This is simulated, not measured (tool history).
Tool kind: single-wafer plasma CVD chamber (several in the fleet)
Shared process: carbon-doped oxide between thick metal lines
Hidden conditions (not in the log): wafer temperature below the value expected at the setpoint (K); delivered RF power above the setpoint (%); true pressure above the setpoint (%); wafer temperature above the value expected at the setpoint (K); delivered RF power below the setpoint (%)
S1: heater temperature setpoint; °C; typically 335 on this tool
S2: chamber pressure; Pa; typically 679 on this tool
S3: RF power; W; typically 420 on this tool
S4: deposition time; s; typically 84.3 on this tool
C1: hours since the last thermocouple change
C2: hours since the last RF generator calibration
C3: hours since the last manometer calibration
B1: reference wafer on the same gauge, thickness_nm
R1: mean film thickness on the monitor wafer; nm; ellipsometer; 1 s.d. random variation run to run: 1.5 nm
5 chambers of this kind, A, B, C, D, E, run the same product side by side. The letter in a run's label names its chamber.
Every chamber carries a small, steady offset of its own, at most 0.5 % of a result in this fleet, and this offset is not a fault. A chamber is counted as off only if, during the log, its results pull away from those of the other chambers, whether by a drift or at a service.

run   hour   S1   S2   S3    S4      C1      C2      C3      B1      R1
 1B    6.3  335  679  420  84.3   858.7   235.9  1413.8  436.91  392.49
 2E   15.8  335  679  420  84.3   733.6   473.0   856.3  436.92  395.77
 3A   25.6  335  679  420  84.3  1093.1  1307.8   812.5  437.26  395.75
 4C   31.6  335  679  420  84.3   709.4   523.7   781.8  436.98  397.81
 5D   41.4  335  679  420  84.3   745.6   569.8   128.3  437.05  392.89
      45.1  -- chamber A: RF generator calibrated
 6B   52.9  335  679  420  84.3   905.3   282.5  1460.4  437.33  395.43
 7D   58.4  335  679  420  84.3   762.6   586.8   145.3  436.99  392.87
 8C   68.7  335  679  420  84.3   746.5   560.8   818.9  437.07  395.41
 9E   80.9  335  679  420  84.3   798.7   538.1   921.4  437.16  396.14
10A   86.7  335  679  420  84.3  1154.2    41.7   873.6  436.68  396.42
11B   95.6  335  629  475  84.3   948.0   325.2  1503.1  436.70  424.74
12D  101.3  335  629  475  84.3   805.5   629.7   188.2  437.43  423.24
13E  110.3  335  629  475  84.3   828.1   567.5   950.8  437.27  423.06
14C  120.3  335  629  475  84.3   798.1   612.4   870.5  436.85  424.00
15A  128.8  335  629  475  84.3  1196.3    83.8   915.7  436.81  426.54
16C  139.7  335  679  420  84.3   817.5   631.8   889.9  436.85  395.84
17D  150.5  335  679  420  84.3   854.7   678.9   237.4  436.72  394.38
18A  156.0  325  679  420  84.3  1223.5   111.0   942.9  436.81  410.51
19B  168.2  325  679  420  84.3  1020.6   397.8  1575.7  436.76  407.14
20E  179.5  325  679  420  84.3   897.3   636.7  1020.0  436.99  407.54
21D  186.5  325  679  420  84.3   890.7   714.9   273.4  436.87  410.32
22E  193.5  325  679  420  84.3   911.3   650.7  1034.0  437.18  407.52
23A  203.5  335  679  420  84.3  1271.0   158.5   990.4  437.12  394.06
     210.7  -- chamber E: capacitance manometer re-zeroed and calibrated
24B  215.3  335  679  420  84.3  1067.7   444.9  1622.8  437.11  392.99
25C  225.7  335  679  420  84.3   903.5   717.8   975.9  437.26  396.00
     230.8  -- chamber D: RF generator calibrated
26D  232.9  335  679  420  84.3   937.1     2.1   319.8  437.14  394.83
27C  239.1  347  679  490  84.3   916.9   731.2   989.3  437.17  422.75
28E  248.2  347  679  490  84.3   966.0   705.4    37.6  437.12  418.59
29A  255.3  347  679  490  84.3  1322.8   210.3  1042.2  436.74  425.53
     258.3  -- chamber B: thermocouple changed; heater temperature recalibrated
30B  266.0  347  679  490  84.3     7.7   495.6  1673.5  436.81  421.77
31E  273.7  347  679  490  84.3   991.5   730.9    63.1  436.75  421.94
32A  279.5  335  679  420  84.3  1347.0   234.5  1066.4  436.69  392.39
33B  289.9  335  679  420  84.3    31.6   519.5  1697.4  436.81  394.54
34C  300.2  335  679  380  98.8   978.0   792.3  1050.4  436.80  433.52
35D  311.1  335  679  380  98.8  1015.3    80.3   398.0  437.37  429.44
36E  316.8  335  679  380  98.8  1034.6   774.0   106.2  437.24  430.44
37C  325.1  335  679  380  98.8  1002.9   817.2  1075.3  436.74  430.96
38A  331.4  335  679  380  98.8  1398.9   286.4  1118.3  436.93  429.99
39D  339.2  335  735  420  76.9  1043.4   108.4   426.1  436.72  365.08
40B  347.5  335  735  420  76.9    89.2   577.1  1755.0  437.19  364.43
41D  357.4  335  735  420  76.9  1061.6   126.6   444.3  436.80  365.62
42C  366.2  335  735  420  76.9  1044.0   858.3  1116.4  437.14  365.78
43A  372.0  335  735  420  76.9  1439.5   327.0  1158.9  436.72  364.05

Does one chamber stand apart from the rest, does the shared gauge drift, or is all well apart from small per-chamber offsets? Give the chamber and the most likely cause, where there is one.

Nothing is wrong: each chamber keeps only its own small, steady offset and the gauge holds still.
